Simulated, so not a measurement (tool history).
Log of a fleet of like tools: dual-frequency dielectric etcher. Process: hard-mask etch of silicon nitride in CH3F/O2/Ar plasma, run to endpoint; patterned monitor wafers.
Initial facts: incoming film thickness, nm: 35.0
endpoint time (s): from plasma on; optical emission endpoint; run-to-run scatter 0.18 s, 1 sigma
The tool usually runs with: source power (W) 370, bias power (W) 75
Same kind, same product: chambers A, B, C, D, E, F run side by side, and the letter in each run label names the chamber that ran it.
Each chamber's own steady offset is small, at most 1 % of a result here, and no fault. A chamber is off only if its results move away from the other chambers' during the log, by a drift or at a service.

run,hour,source power (W),bias power (W),endpoint time (s)
1C,6.9,370,75,51.344
# hour 10.1: chamber A: wet clean of the chamber
2D,13.1,370,75,51.567
# hour 17: chamber C: wet clean of the chamber
3F,19.8,370,75,51.043
4B,23.4,370,75,51.29
5A,26.7,400,75,49.629
# hour 29: chamber B: bias power generator calibrated
6E,33.1,400,75,49.329
7A,37.8,400,75,49.651
8B,44.7,400,75,49.892
9D,51.1,400,75,49.972
10F,55.3,400,75,49.49
11E,62.2,370,75,51.119
12C,65.5,450,88,45.098
13A,69.5,450,88,44.879
14F,73.8,450,88,44.68
15B,78.4,450,88,45.291
16D,83.2,450,88,45.005
17C,90.3,450,88,45.307
18E,95.4,370,75,51.028
19E,99.1,370,75,51.047
20D,102.7,370,75,51.583
21B,107.3,370,75,51.827
22F,111.7,370,75,51.541
23C,117.2,370,75,51.24
24A,122.4,370,75,51.325
25B,129.4,370,75,52.086
26A,132.5,370,75,51.556
27C,137.8,370,75,51.203
28D,143.3,370,75,51.438
29E,147.5,370,75,50.921
30F,152,370,75,51.261
31C,155.6,370,75,51.528
32A,159.9,370,75,51.415
33E,165.2,340,75,52.696
34F,171.8,340,75,52.957
# hour 177.7: chamber E: wet clean of the chamber
35D,178.5,340,75,53.458
36B,184.1,340,75,54.15
37A,187.9,340,75,53.238
38C,194.5,340,75,53.061
39E,198.5,370,75,50.968
40F,201.9,370,75,51.08
41B,208,370,75,52.371

What goes on in this fleet: one chamber off, a drifting gauge, or nothing beyond the chambers' own small offsets? Name the chamber and the cause, if any.

One chamber, B, drifts off from the rest bit by bit.
Most likely cause: etch rate under this chamber's usual, % = 3.02.

Chamber B could run next with any of the 4 candidate recipes listed below; each alters the usual settings, and their results appear as question marks. Which one brings its results back in line with what the other chambers deliver on the usual settings?
In-line tolerance around the mean of the other chambers on the usual settings: endpoint time (s) 0.63
42B-1,213.1,370,64,?
42B-2,213.1,370,81,?
42B-3,213.1,400,80,?
42B-4,213.1,360,72,?

Average result of the remaining chambers running the usual settings: endpoint time (s) 51.311
run,endpoint time (s)
42B-1,55.749
42B-2,51.33
42B-3,50.045
42B-4,54.087
42B-2 brings the chamber back in line.
